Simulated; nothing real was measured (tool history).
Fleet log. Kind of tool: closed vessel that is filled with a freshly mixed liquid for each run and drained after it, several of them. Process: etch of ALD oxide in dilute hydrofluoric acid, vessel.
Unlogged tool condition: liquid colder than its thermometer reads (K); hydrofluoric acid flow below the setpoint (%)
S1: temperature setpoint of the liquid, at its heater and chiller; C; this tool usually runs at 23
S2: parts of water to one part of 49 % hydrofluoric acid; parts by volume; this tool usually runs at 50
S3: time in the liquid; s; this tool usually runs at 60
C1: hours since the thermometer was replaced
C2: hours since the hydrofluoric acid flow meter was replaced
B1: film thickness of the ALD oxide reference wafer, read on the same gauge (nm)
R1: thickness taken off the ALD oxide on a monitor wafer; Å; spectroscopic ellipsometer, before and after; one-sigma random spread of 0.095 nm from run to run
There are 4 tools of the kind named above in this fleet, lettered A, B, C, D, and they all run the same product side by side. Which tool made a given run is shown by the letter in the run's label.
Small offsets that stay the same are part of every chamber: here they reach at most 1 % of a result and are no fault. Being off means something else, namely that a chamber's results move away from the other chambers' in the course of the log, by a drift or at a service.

run,day,S1,S2,S3,C1,C2,B1,R1
1D,0.446,23,50,60,1223.6,1775.9,40.010,119.970
2C,1.012,23,50,60,205.6,691.6,40.001,120.860
3B,1.612,23,50,60,774.3,2094.4,40.036,119.470
4A,1.929,23,50,60,1313.0,464.8,40.027,120.140
5A,2.254,23,50,60,1320.8,472.6,39.976,120.040
6B,2.704,23,50,60,800.5,2120.6,40.018,119.380
7C,3.075,23,50,60,255.1,741.1,40.008,121.710
# day 3.229: chamber D: hydrofluoric acid flow meter replaced
8D,3.379,23,60,60,1294.0,3.6,40.017,98.323
9B,3.746,23,60,60,825.5,2145.6,40.029,97.778
10A,4.196,23,60,60,1367.4,519.2,39.967,97.491
11C,4.758,23,60,60,295.5,781.5,39.996,101.590
12D,5.200,23,50,60,1337.7,47.3,39.977,118.560
13C,5.696,23,75,60,318.0,804.0,40.011,78.837
14D,6.229,23,75,60,1362.4,72.0,39.963,75.179
15B,6.550,23,75,60,892.8,2212.9,39.980,76.600
16A,7.062,23,75,60,1436.2,588.0,40.017,76.213
17A,7.400,23,50,60,1444.3,596.1,39.994,119.160
18C,7.838,23,75,60,369.4,855.4,40.060,79.806
19B,8.358,23,75,60,936.2,2256.3,40.004,77.019
20D,8.721,23,75,60,1422.2,131.8,39.958,74.508
# day 9.112: chamber A: thermometer replaced
21D,9.225,23,75,60,1434.3,143.9,40.006,73.443
# day 9.592: chamber B: hydrofluoric acid flow meter replaced
22A,9.846,23,50,60,17.6,654.8,40.016,118.550
# day 10.317: chamber C: hydrofluoric acid flow meter replaced
23B,10.346,23,50,60,983.9,18.2,39.976,119.360
24C,10.829,23,50,60,441.2,12.4,39.985,121.710

Next, all 4 chambers run the settings below, one line each with question marks for the results. What does each chamber give?
25A,11.283,23,50,60,,,,?
25B,11.283,23,50,60,,,,?
25C,11.283,23,50,60,,,,?
25D,11.283,23,50,60,,,,?

run,R1
25A,119.360
25B,117.880
25C,120.920
25D,112.430
